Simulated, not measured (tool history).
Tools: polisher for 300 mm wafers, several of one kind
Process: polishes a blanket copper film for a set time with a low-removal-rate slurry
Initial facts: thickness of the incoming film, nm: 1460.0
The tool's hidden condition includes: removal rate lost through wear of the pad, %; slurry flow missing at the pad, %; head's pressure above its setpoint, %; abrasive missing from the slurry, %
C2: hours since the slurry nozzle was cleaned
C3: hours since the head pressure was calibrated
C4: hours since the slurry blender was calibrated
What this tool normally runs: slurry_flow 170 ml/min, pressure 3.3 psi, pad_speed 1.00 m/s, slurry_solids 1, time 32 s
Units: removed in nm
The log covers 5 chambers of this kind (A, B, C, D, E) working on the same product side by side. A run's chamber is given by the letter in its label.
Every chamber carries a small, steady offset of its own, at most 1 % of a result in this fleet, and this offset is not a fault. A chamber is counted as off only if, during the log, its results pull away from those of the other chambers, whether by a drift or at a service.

Run 1D, day 0.242: usual settings; wafers polished on this pad 411; C2 450.9; C3 1276.5; C4 313.5. Result: removed 90.027 nm.
At day 0.475: chamber A: slurry blender recalibrated.
At day 0.492: chamber C: worn pad replaced by a new one.
Run 2C, day 0.538: usual settings; wafers polished on this pad 17; C2 486.9; C3 664.7; C4 186.0. Result: removed 90.002 nm.
At day 0.654: chamber D: head pressure recalibrated.
Run 3B, day 0.817: usual settings; wafers polished on this pad 959; C2 323.2; C3 269.7; C4 359.6. Result: removed 91.212 nm.
At day 1.083: chamber B: worn pad replaced by a new one.
Run 4E, day 1.162: usual settings; wafers polished on this pad 544; C2 76.6; C3 561.7; C4 138.9. Result: removed 89.862 nm.
Run 5A, day 1.488: usual settings; wafers polished on this pad 599; C2 463.3; C3 310.9; C4 24.4. Result: removed 91.517 nm.
Run 6C, day 1.767: usual settings; wafers polished on this pad 437; C2 516.4; C3 694.2; C4 215.5. Result: removed 90.882 nm.
Run 7E, day 2.150: usual settings; wafers polished on this pad 882; C2 100.3; C3 585.4; C4 162.6. Result: removed 91.219 nm.
At day 2.350: chamber E: worn pad replaced by a new one.
Run 8D, day 2.488: usual settings but pad_speed 1.24 m/s; wafers polished on this pad 1179; C2 504.8; C3 44.1; C4 367.4. Result: removed 110.320 nm.
At day 2.575: chamber A: worn pad replaced by a new one.
Run 9A, day 2.708: usual settings but pad_speed 1.24 m/s; wafers polished on this pad 46; C2 492.6; C3 340.2; C4 53.7. Result: removed 112.050 nm.
At day 2.858: chamber D: slurry nozzle cleaned.
At day 2.879: chamber D: worn pad replaced by a new one.
Run 10B, day 2.950: usual settings but pad_speed 1.24 m/s; wafers polished on this pad 639; C2 374.4; C3 320.9; C4 410.8. Result: removed 111.670 nm.
Run 11C, day 3.275: usual settings but pad_speed 1.24 m/s; wafers polished on this pad 953; C2 552.6; C3 730.4; C4 251.7. Result: removed 112.860 nm.
At day 3.512: chamber C: worn pad replaced by a new one.
At day 3.633: chamber C: slurry nozzle cleaned.
Run 12D, day 3.633: usual settings but pad_speed 1.24 m/s; wafers polished on this pad 258; C2 18.7; C3 71.6; C4 394.9. Result: removed 111.560 nm.
At day 3.988: chamber B: worn pad replaced by a new one.
Run 13B, day 4.038: usual settings; wafers polished on this pad 17; C2 400.5; C3 347.0; C4 436.9. Result: removed 89.309 nm.
Run 14A, day 4.225: usual settings; wafers polished on this pad 565; C2 529.0; C3 376.6; C4 90.1. Result: removed 91.287 nm.
Run 15E, day 4.454: usual settings; wafers polished on this pad 721; C2 155.6; C3 640.7; C4 217.9. Result: removed 88.632 nm.
Run 16E, day 4.725: usual settings; wafers polished on this pad 813; C2 162.1; C3 647.2; C4 224.4. Result: removed 89.658 nm.
Run 17A, day 4.917: usual settings; wafers polished on this pad 802; C2 545.6; C3 393.2; C4 106.7. Result: removed 90.265 nm.
At day 5.150: chamber A: worn pad replaced by a new one.
At day 5.225: chamber B: slurry blender recalibrated.
Run 18D, day 5.238: usual settings; wafers polished on this pad 807; C2 57.2; C3 110.1; C4 433.4. Result: removed 90.409 nm.
At day 5.242: chamber E: worn pad replaced by a new one.
At day 5.517: chamber D: slurry blender recalibrated.
Run 19B, day 5.612: usual settings; wafers polished on this pad 556; C2 438.3; C3 384.8; C4 9.4. Result: removed 90.443 nm.
At day 5.712: chamber B: slurry nozzle cleaned.
Run 20C, day 5.929: usual settings; wafers polished on this pad 827; C2 55.1; C3 794.1; C4 315.4. Result: removed 89.635 nm.
At day 6.208: chamber A: slurry blender recalibrated.
Run 21E, day 6.296: usual settings but slurry_flow 220 ml/min, pad_speed 0.80 m/s; wafers polished on this pad 362; C2 199.8; C3 684.9; C4 262.1. Result: removed 73.391 nm.
Run 22C, day 6.517: usual settings but slurry_flow 220 ml/min, pad_speed 0.80 m/s; wafers polished on this pad 1028; C2 69.2; C3 808.2; C4 329.5. Result: removed 74.457 nm.
At day 6.533: chamber D: worn pad replaced by a new one.
At day 6.850: chamber B: worn pad replaced by a new one.
Run 23B, day 6.892: usual settings but slurry_flow 220 ml/min, pad_speed 0.80 m/s; wafers polished on this pad 14; C2 28.3; C3 415.5; C4 40.1. Result: removed 74.682 nm.
At day 6.921: chamber C: worn pad replaced by a new one.
Run 24D, day 7.071: usual settings but slurry_flow 220 ml/min, pad_speed 0.80 m/s; wafers polished on this pad 185; C2 101.2; C3 154.1; C4 37.3. Result: removed 73.681 nm.
Run 25A, day 7.400: usual settings but slurry_flow 220 ml/min, pad_speed 0.80 m/s; wafers polished on this pad 770; C2 605.2; C3 452.8; C4 28.6. Result: removed 75.346 nm.
Run 26A, day 7.688: usual settings; wafers polished on this pad 869; C2 612.1; C3 459.7; C4 35.5. Result: removed 89.638 nm.
At day 7.862: chamber A: worn pad replaced by a new one.
At day 7.888: chamber E: worn pad replaced by a new one.
Run 27C, day 7.992: usual settings; wafers polished on this pad 367; C2 104.6; C3 843.6; C4 364.9. Result: removed 90.718 nm.
Run 28E, day 8.379: usual settings; wafers polished on this pad 169; C2 249.8; C3 734.9; C4 312.1. Result: removed 88.435 nm.
Run 29B, day 8.675: usual settings; wafers polished on this pad 625; C2 71.1; C3 458.3; C4 82.9. Result: removed 90.987 nm.
Run 30D, day 8.992: usual settings; wafers polished on this pad 842; C2 147.3; C3 200.2; C4 83.4. Result: removed 90.717 nm.
Run 31D, day 9.258: usual settings; wafers polished on this pad 933; C2 153.7; C3 206.6; C4 89.8. Result: removed 88.733 nm.
Run 32C, day 9.446: usual settings; wafers polished on this pad 864; C2 139.5; C3 878.5; C4 399.8. Result: removed 90.795 nm.
Run 33B, day 9.704: usual settings; wafers polished on this pad 977; C2 95.8; C3 483.0; C4 107.6. Result: removed 90.751 nm.
At day 9.708: chamber D: worn pad replaced by a new one.
At day 9.938: chamber B: worn pad replaced by a new one.
Run 34E, day 9.971: usual settings; wafers polished on this pad 713; C2 288.0; C3 773.1; C4 350.3. Result: removed 87.551 nm.
Run 35A, day 10.258: usual settings; wafers polished on this pad 820; C2 673.8; C3 521.4; C4 97.2. Result: removed 90.813 nm.
At day 10.433: chamber C: worn pad replaced by a new one.
Run 36C, day 10.475: usual settings but pressure 2.6 psi; wafers polished on this pad 14; C2 164.2; C3 903.2; C4 424.5. Result: removed 72.313 nm.
At day 10.508: chamber A: worn pad replaced by a new one.
At day 10.638: chamber E: worn pad replaced by a new one.
Run 37E, day 10.754: usual settings but pressure 2.6 psi; wafers polished on this pad 40; C2 306.8; C3 791.9; C4 369.1. Result: removed 68.822 nm.
Run 38A, day 11.121: usual settings but pressure 2.6 psi; wafers polished on this pad 209; C2 694.5; C3 542.1; C4 117.9. Result: removed 71.177 nm.
Run 39B, day 11.396: usual settings but pressure 2.6 psi; wafers polished on this pad 500; C2 136.4; C3 523.6; C4 148.2. Result: removed 70.998 nm.
Run 40D, day 11.692: usual settings but pressure 2.6 psi; wafers polished on this pad 679; C2 212.1; C3 265.0; C4 148.2. Result: removed 70.959 nm.
Run 41C, day 11.879: usual settings; wafers polished on this pad 495; C2 197.9; C3 936.9; C4 458.2. Result: removed 90.778 nm.
Run 42B, day 12.117: usual settings; wafers polished on this pad 747; C2 153.7; C3 540.9; C4 165.5. Result: removed 89.630 nm.
At day 12.242: chamber A: slurry blender recalibrated.
Run 43D, day 12.421: usual settings; wafers polished on this pad 928; C2 229.6; C3 282.5; C4 165.7. Result: removed 90.150 nm.
At day 12.579: chamber A: slurry nozzle cleaned.
Run 44A, day 12.625: usual settings; wafers polished on this pad 724; C2 1.2; C3 578.2; C4 9.3. Result: removed 90.378 nm.

Which is it: a chamber that has drifted or been left off by a service, a gauge drift common to all chambers, or only each chamber's usual small offset? If a chamber is off, name it and its likeliest cause.

One chamber, E, drifts off from the rest bit by bit.
What lies behind it: abrasive missing from the slurry, % = 21.1.
Not necessarily distinguishable in this log from: slurry flow missing at the pad, %; head's pressure below its setpoint, %.

Which of the 4 candidates below, each the usual settings with something changed and its results left as question marks, puts chamber E back in line with what the other chambers give on the usual settings?
Counts as in line when no further than this from what the other chambers average on the usual settings: removed 2.000 nm
Run 45E-1, day 12.921: usual settings but pad_speed 1.02 m/s. Result: removed ?.
Run 45E-2, day 12.921: usual settings but pressure 3.5 psi. Result: removed ?.
Run 45E-3, day 12.921: usual settings but pressure 3.2 psi, pad_speed 0.98 m/s. Result: removed ?.
Run 45E-4, day 12.921: usual settings but slurry_flow 165 ml/min, slurry_solids 0.95. Result: removed ?.

Average result of the remaining chambers running the usual settings: removed 90.285 nm
  run  removed
45E-1   87.161
45E-2   90.565
45E-3   81.264
45E-4   84.157
45E-2 puts the chamber back in line with the other chambers.
